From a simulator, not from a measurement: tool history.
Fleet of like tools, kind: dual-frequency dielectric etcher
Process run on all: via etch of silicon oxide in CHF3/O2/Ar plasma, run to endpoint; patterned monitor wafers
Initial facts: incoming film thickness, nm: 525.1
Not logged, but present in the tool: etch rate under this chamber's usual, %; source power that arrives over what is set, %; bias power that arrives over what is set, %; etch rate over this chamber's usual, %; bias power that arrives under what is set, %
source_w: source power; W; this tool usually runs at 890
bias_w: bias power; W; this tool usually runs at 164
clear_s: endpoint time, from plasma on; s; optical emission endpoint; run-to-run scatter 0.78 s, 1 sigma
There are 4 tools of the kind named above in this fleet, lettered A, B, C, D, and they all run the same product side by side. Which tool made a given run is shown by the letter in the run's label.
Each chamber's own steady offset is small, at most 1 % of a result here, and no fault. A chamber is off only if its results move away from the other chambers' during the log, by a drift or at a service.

run,day,source_w,bias_w,hours since the last wet clean,hours since the last source power generator calibration,hours since the last bias power generator calibration,clear_s
1A,0.392,890,164,334.6,492.6,3159.1,236.91
2D,0.738,890,164,161.6,1182.4,1351.0,234.06
3B,1.088,890,164,37.9,2939.0,3945.9,234.39
4C,1.429,890,164,288.4,428.5,2213.7,235.94
5C,1.742,890,164,295.9,436.0,2221.2,235.01
6D,2.112,890,164,194.6,1215.4,1384.0,233.45
7B,2.479,890,164,71.3,2972.4,3979.3,234.73
8A,2.850,890,164,393.6,551.6,3218.1,236.19
9D,3.200,890,164,220.7,1241.5,1410.1,233.87
10C,3.454,890,164,337.0,477.1,2262.3,235.10
11A,3.875,890,182,418.2,576.2,3242.7,228.66
12B,4.279,890,182,114.5,3015.6,4022.5,227.66
13B,4.621,890,182,122.7,3023.8,4030.7,225.88
14D,4.867,890,182,260.7,1281.5,1450.1,224.85
15C,5.229,890,164,379.6,519.7,2304.9,236.97
# day 5.392: chamber C: wet clean of the chamber
16A,5.525,890,164,457.8,615.8,3282.3,235.82
17A,5.717,890,164,462.4,620.4,3286.9,237.42
18B,5.979,890,164,155.3,3056.4,4063.3,234.96
19D,6.238,890,164,293.6,1314.4,1483.0,233.71
20C,6.650,890,164,30.2,553.8,2339.0,225.27
21C,6.854,670,164,35.1,558.7,2343.9,251.63
22D,7.217,670,164,317.1,1337.9,1506.5,261.70
23A,7.633,670,164,508.4,666.4,3332.9,263.90
24B,7.888,670,164,201.1,3102.2,4109.1,263.42
25A,8.150,890,164,520.8,678.8,3345.3,237.37
# day 8.300: chamber A: wet clean of the chamber
26C,8.504,890,164,74.7,598.3,2383.5,225.27
27D,8.725,890,164,353.3,1374.1,1542.7,233.44
28B,9.075,770,164,229.6,3130.7,4137.6,248.84
29C,9.262,770,164,92.9,616.5,2401.7,239.44
30D,9.500,770,164,371.9,1392.7,1561.3,246.72
31A,9.692,770,164,33.4,715.8,3382.3,250.55
32B,10.017,890,164,252.2,3153.3,4160.2,235.63
33B,10.233,890,164,257.4,3158.5,4165.4,234.53
34C,10.546,890,164,123.7,647.3,2432.5,225.38

Next, every chamber runs the same settings. What will each give?
35A,10.850,890,188,,,,?
35B,10.850,890,188,,,,?
35C,10.850,890,188,,,,?
35D,10.850,890,188,,,,?

run,clear_s
35A,225.72
35B,223.99
35C,216.33
35D,224.45
